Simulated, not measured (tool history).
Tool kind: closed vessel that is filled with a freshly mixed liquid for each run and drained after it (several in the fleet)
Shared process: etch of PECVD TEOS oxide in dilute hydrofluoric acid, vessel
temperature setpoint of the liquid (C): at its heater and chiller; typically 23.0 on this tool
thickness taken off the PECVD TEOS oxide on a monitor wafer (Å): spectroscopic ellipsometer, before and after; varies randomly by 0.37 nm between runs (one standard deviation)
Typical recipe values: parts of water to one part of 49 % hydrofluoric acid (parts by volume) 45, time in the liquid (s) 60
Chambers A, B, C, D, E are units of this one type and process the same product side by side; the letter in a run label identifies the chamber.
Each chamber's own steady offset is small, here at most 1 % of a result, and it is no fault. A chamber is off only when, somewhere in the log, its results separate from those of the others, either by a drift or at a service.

| run | day | temperature setpoint of the liquid (C) | parts of water to one part of 49 % hydrofluoric acid (parts by volume) | time in the liquid (s) | hours since the thermometer was replaced | hours since the hydrofluoric acid flow meter was replaced | read-back film thickness of the PECVD TEOS oxide reference wafer, read on the same gauge (nm) | thickness taken off the PECVD TEOS oxide on a monitor wafer (Å) |
|---|---|---|---|---|---|---|---|---|
| 1D | 0.233 | 23.0 | 45 | 60 | 1992.7 | 449.4 | 99.956 | 387.04 |
| 2E | 0.471 | 23.0 | 45 | 60 | 1267.8 | 402.8 | 99.980 | 391.41 |
| 3A | 0.612 | 23.0 | 45 | 60 | 2384.0 | 813.8 | 100.020 | 388.52 |
| 4B | 0.833 | 23.0 | 45 | 60 | 1370.9 | 320.5 | 100.020 | 390.42 |
| 5C | 1.021 | 23.0 | 45 | 60 | 327.5 | 1170.6 | 100.020 | 392.06 |
| 6A | 1.283 | 23.0 | 45 | 60 | 2400.1 | 829.9 | 100.030 | 395.39 |
| 7B | 1.562 | 23.0 | 45 | 60 | 1388.4 | 338.0 | 100.000 | 386.21 |
| 8E | 1.725 | 23.0 | 45 | 60 | 1297.9 | 432.9 | 99.975 | 388.14 |
| 9D | 1.908 | 23.0 | 45 | 60 | 2032.9 | 489.6 | 100.010 | 386.62 |
| 10C | 2.075 | 23.0 | 45 | 60 | 352.8 | 1195.9 | 99.979 | 384.75 |
| 11A | 2.250 | 23.0 | 45 | 60 | 2423.3 | 853.1 | 100.000 | 394.72 |
| 12C | 2.458 | 23.0 | 45 | 60 | 362.0 | 1205.1 | 99.968 | 395.92 |
| 13B | 2.746 | 23.0 | 45 | 60 | 1416.8 | 366.4 | 100.010 | 382.93 |
| 14E | 2.917 | 23.0 | 45 | 60 | 1326.5 | 461.5 | 99.964 | 388.91 |
| 15D | 3.217 | 23.0 | 45 | 60 | 2064.3 | 521.0 | 99.986 | 398.28 |
| 16B | 3.467 | 24.5 | 45 | 60 | 1434.1 | 383.7 | 99.975 | 407.18 |
| 17D | 3.642 | 24.5 | 45 | 60 | 2074.5 | 531.2 | 99.980 | 431.84 |
|  | 3.792 | chamber D: thermometer replaced |
| 18C | 3.875 | 24.5 | 45 | 60 | 396.0 | 1239.1 | 99.989 | 415.85 |
| 19E | 4.129 | 24.5 | 45 | 60 | 1355.6 | 490.6 | 99.942 | 418.78 |
| 20A | 4.312 | 24.5 | 45 | 60 | 2472.8 | 902.6 | 100.010 | 409.92 |
| 21E | 4.583 | 23.0 | 45 | 60 | 1366.5 | 501.5 | 99.991 | 393.09 |
| 22D | 4.888 | 26.0 | 25 | 60 | 26.4 | 561.1 | 100.020 | 885.35 |
| 23A | 5.121 | 26.0 | 25 | 60 | 2492.2 | 922.0 | 100.010 | 828.83 |
| 24C | 5.275 | 26.0 | 25 | 60 | 429.6 | 1272.7 | 99.991 | 835.44 |
|  | 5.388 | chamber A: hydrofluoric acid flow meter replaced |
| 25B | 5.583 | 26.0 | 25 | 60 | 1484.9 | 434.5 | 99.952 | 791.30 |
| 26E | 5.888 | 26.0 | 25 | 60 | 1397.8 | 532.8 | 100.030 | 817.02 |
| 27D | 6.062 | 23.0 | 45 | 60 | 54.6 | 589.3 | 100.030 | 425.76 |
| 28B | 6.271 | 23.0 | 45 | 60 | 1501.4 | 451.0 | 100.020 | 387.99 |
| 29C | 6.492 | 23.0 | 45 | 60 | 458.8 | 1301.9 | 99.943 | 392.96 |
| 30A | 6.762 | 23.0 | 50 | 60 | 2531.6 | 33.1 | 99.994 | 350.84 |

Read the log: is a single chamber off, either drifting away or since a service, is the gauge that measures every chamber drifting, or is nothing wrong beyond small per-chamber offsets? Name any odd chamber and what most likely caused it.

Little by little, chamber D moves away from the other chambers.
Cause: hydrofluoric acid flow above the setpoint (%) = 9.92.

Chamber D could run next with any of the 4 candidate recipes listed below; each alters the usual settings, and their results appear as question marks. Which one brings its results back in line with what the other chambers deliver on the usual settings?
Maximum distance from the other chambers' mean on the usual settings for a result to count as in line: thickness taken off the PECVD TEOS oxide on a monitor wafer (Å) 13.00
| 31D-1 | 6.983 | 24.0 | 45 | 60 |  |  |  | ? |
| 31D-2 | 6.983 | 23.5 | 45 | 65 |  |  |  | ? |
| 31D-3 | 6.983 | 22.0 | 45 | 60 |  |  |  | ? |
| 31D-4 | 6.983 | 23.0 | 45 | 55 |  |  |  | ? |

The other chambers' mean on the usual settings: thickness taken off the PECVD TEOS oxide on a monitor wafer (Å) 389.70
| run | thickness taken off the PECVD TEOS oxide on a monitor wafer (Å) |
|---|---|
| 31D-1 | 445.77 |
| 31D-2 | 472.79 |
| 31D-3 | 409.69 |
| 31D-4 | 391.80 |
It is 31D-4 that realigns the chamber with its peers.
